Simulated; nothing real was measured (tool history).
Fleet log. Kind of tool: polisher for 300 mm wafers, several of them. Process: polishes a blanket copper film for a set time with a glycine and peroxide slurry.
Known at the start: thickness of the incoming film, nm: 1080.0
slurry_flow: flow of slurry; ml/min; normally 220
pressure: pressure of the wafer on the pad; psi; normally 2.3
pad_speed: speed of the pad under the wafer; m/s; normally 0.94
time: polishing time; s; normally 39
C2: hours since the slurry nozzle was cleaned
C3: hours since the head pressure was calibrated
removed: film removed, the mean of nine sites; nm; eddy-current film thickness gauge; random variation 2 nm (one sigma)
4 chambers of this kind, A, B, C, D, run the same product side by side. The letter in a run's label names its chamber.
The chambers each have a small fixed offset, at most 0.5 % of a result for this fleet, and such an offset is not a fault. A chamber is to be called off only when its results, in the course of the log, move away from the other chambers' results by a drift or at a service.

{"run": "1D", "hour": 7.1, "slurry_flow": 220, "pressure": 2.3, "pad_speed": 0.94, "time": 39, "wafers polished on this pad": 872, "C2": 670.2, "C3": 451.5, "removed": 191.47}
{"hour": 8.5, "done": "chamber D: slurry nozzle cleaned"}
{"run": "2B", "hour": 13.0, "slurry_flow": 220, "pressure": 2.3, "pad_speed": 0.94, "time": 39, "wafers polished on this pad": 405, "C2": 210.4, "C3": 530.7, "removed": 193.84}
{"run": "3C", "hour": 19.6, "slurry_flow": 220, "pressure": 2.3, "pad_speed": 0.94, "time": 39, "wafers polished on this pad": 347, "C2": 377.5, "C3": 929.5, "removed": 189.95}
{"run": "4A", "hour": 26.8, "slurry_flow": 220, "pressure": 2.3, "pad_speed": 0.94, "time": 39, "wafers polished on this pad": 194, "C2": 259.3, "C3": 298.3, "removed": 189.33}
{"run": "5C", "hour": 32.6, "slurry_flow": 220, "pressure": 2.3, "pad_speed": 0.94, "time": 39, "wafers polished on this pad": 435, "C2": 390.5, "C3": 942.5, "removed": 188.41}
{"run": "6B", "hour": 36.2, "slurry_flow": 220, "pressure": 2.3, "pad_speed": 0.94, "time": 39, "wafers polished on this pad": 563, "C2": 233.6, "C3": 553.9, "removed": 191.01}
{"run": "7D", "hour": 40.7, "slurry_flow": 220, "pressure": 1.8, "pad_speed": 0.82, "time": 39, "wafers polished on this pad": 1101, "C2": 32.2, "C3": 485.1, "removed": 142.42}
{"hour": 40.8, "done": "chamber D: worn pad replaced by a new one"}
{"run": "8A", "hour": 45.1, "slurry_flow": 220, "pressure": 1.8, "pad_speed": 0.82, "time": 39, "wafers polished on this pad": 318, "C2": 277.6, "C3": 316.6, "removed": 142.17}
{"run": "9B", "hour": 50.6, "slurry_flow": 220, "pressure": 1.8, "pad_speed": 0.82, "time": 39, "wafers polished on this pad": 661, "C2": 248, "C3": 568.3, "removed": 144.87}
{"run": "10A", "hour": 56.9, "slurry_flow": 220, "pressure": 1.8, "pad_speed": 0.82, "time": 39, "wafers polished on this pad": 399, "C2": 289.4, "C3": 328.4, "removed": 142.32}
{"run": "11C", "hour": 60.4, "slurry_flow": 155, "pressure": 2.3, "pad_speed": 0.94, "time": 32, "wafers polished on this pad": 624, "C2": 418.3, "C3": 970.3, "removed": 150.82}
{"run": "12D", "hour": 64.7, "slurry_flow": 155, "pressure": 2.3, "pad_speed": 0.94, "time": 32, "wafers polished on this pad": 163, "C2": 56.2, "C3": 509.1, "removed": 149.65}
{"run": "13B", "hour": 68.4, "slurry_flow": 155, "pressure": 2.3, "pad_speed": 0.94, "time": 32, "wafers polished on this pad": 782, "C2": 265.8, "C3": 586.1, "removed": 148}
{"run": "14D", "hour": 71.8, "slurry_flow": 155, "pressure": 2.3, "pad_speed": 0.94, "time": 32, "wafers polished on this pad": 211, "C2": 63.3, "C3": 516.2, "removed": 146.62}
{"run": "15A", "hour": 75.3, "slurry_flow": 220, "pressure": 2.3, "pad_speed": 0.94, "time": 39, "wafers polished on this pad": 524, "C2": 307.8, "C3": 346.8, "removed": 190.93}
{"run": "16C", "hour": 78.7, "slurry_flow": 220, "pressure": 2.3, "pad_speed": 0.94, "time": 39, "wafers polished on this pad": 749, "C2": 436.6, "C3": 988.6, "removed": 195}
{"run": "17C", "hour": 84.9, "slurry_flow": 220, "pressure": 2.3, "pad_speed": 0.94, "time": 39, "wafers polished on this pad": 791, "C2": 442.8, "C3": 994.8, "removed": 196.57}
{"run": "18B", "hour": 88.5, "slurry_flow": 275, "pressure": 2.3, "pad_speed": 0.94, "time": 25, "wafers polished on this pad": 919, "C2": 285.9, "C3": 606.2, "removed": 120.62}
{"hour": 92.3, "done": "chamber C: worn pad replaced by a new one"}
{"run": "19A", "hour": 92.8, "slurry_flow": 275, "pressure": 2.3, "pad_speed": 0.94, "time": 25, "wafers polished on this pad": 643, "C2": 325.3, "C3": 364.3, "removed": 125.18}
{"run": "20D", "hour": 98.8, "slurry_flow": 275, "pressure": 2.3, "pad_speed": 0.94, "time": 25, "wafers polished on this pad": 395, "C2": 90.3, "C3": 543.2, "removed": 127.71}
{"run": "21A", "hour": 104.2, "slurry_flow": 275, "pressure": 2.3, "pad_speed": 0.94, "time": 25, "wafers polished on this pad": 721, "C2": 336.7, "C3": 375.7, "removed": 123.96}
{"run": "22C", "hour": 107.5, "slurry_flow": 220, "pressure": 2.3, "pad_speed": 0.94, "time": 39, "wafers polished on this pad": 104, "C2": 465.4, "C3": 1017.4, "removed": 192.98}
{"run": "23D", "hour": 111.6, "slurry_flow": 220, "pressure": 2.3, "pad_speed": 0.94, "time": 39, "wafers polished on this pad": 482, "C2": 103.1, "C3": 556, "removed": 193.56}
{"run": "24B", "hour": 117.1, "slurry_flow": 220, "pressure": 2.3, "pad_speed": 0.94, "time": 39, "wafers polished on this pad": 1114, "C2": 314.5, "C3": 634.8, "removed": 178.52}
{"run": "25C", "hour": 124.1, "slurry_flow": 220, "pressure": 2.3, "pad_speed": 0.94, "time": 39, "wafers polished on this pad": 217, "C2": 482, "C3": 1034, "removed": 192.27}
{"run": "26A", "hour": 130.5, "slurry_flow": 220, "pressure": 2.3, "pad_speed": 0.94, "time": 39, "wafers polished on this pad": 900, "C2": 363, "C3": 402, "removed": 193.53}
{"hour": 131.4, "done": "chamber A: worn pad replaced by a new one"}
{"hour": 134.1, "done": "chamber B: slurry nozzle cleaned"}
{"run": "27D", "hour": 135.5, "slurry_flow": 220, "pressure": 2.3, "pad_speed": 0.94, "time": 39, "wafers polished on this pad": 645, "C2": 127, "C3": 579.9, "removed": 189.03}
{"run": "28B", "hour": 141.6, "slurry_flow": 285, "pressure": 2.3, "pad_speed": 0.94, "time": 39, "wafers polished on this pad": 1281, "C2": 7.6, "C3": 659.3, "removed": 179.46}
{"run": "29B", "hour": 147.1, "slurry_flow": 285, "pressure": 2.3, "pad_speed": 0.94, "time": 39, "wafers polished on this pad": 1318, "C2": 13.1, "C3": 664.8, "removed": 178.02}
{"run": "30A", "hour": 151.5, "slurry_flow": 285, "pressure": 2.3, "pad_speed": 0.94, "time": 39, "wafers polished on this pad": 137, "C2": 384, "C3": 423, "removed": 198.24}
{"run": "31C", "hour": 158.6, "slurry_flow": 285, "pressure": 2.3, "pad_speed": 0.94, "time": 39, "wafers polished on this pad": 451, "C2": 516.5, "C3": 1068.5, "removed": 196.06}
{"run": "32D", "hour": 164.5, "slurry_flow": 220, "pressure": 2.3, "pad_speed": 0.94, "time": 39, "wafers polished on this pad": 842, "C2": 156, "C3": 608.9, "removed": 189.84}

One chamber off, gauge drift, or nothing amiss beyond the chambers' own small offsets? If it is a chamber, which one, and what is the likeliest cause?

It is chamber B that slowly wanders off from its peers.
Cause: removal rate lost through wear of the pad, % = 12.1.

Chamber B could run next with any of the 4 candidate recipes listed below; each alters the usual settings, and their results appear as question marks. Which one brings its results back in line with what the other chambers deliver on the usual settings?
To be in line, a result may differ from the other chambers' mean on the usual settings by at most: removed 7.1 nm
{"run": "33B-1", "hour": 169.6, "slurry_flow": 220, "pressure": 2.3, "pad_speed": 0.66, "time": 39, "removed": "?"}
{"run": "33B-2", "hour": 169.6, "slurry_flow": 235, "pressure": 3.2, "pad_speed": 0.94, "time": 39, "removed": "?"}
{"run": "33B-3", "hour": 169.6, "slurry_flow": 220, "pressure": 2.2, "pad_speed": 0.9, "time": 37, "removed": "?"}
{"run": "33B-4", "hour": 169.6, "slurry_flow": 220, "pressure": 2.4, "pad_speed": 0.98, "time": 41, "removed": "?"}

Mean of the other chambers on the usual settings: removed 191.36 nm
run=33B-1 removed=130.11
run=33B-2 removed=222.5
run=33B-3 removed=149.84
run=33B-4 removed=189.82
With 33B-4, the chamber falls back in line with the rest.

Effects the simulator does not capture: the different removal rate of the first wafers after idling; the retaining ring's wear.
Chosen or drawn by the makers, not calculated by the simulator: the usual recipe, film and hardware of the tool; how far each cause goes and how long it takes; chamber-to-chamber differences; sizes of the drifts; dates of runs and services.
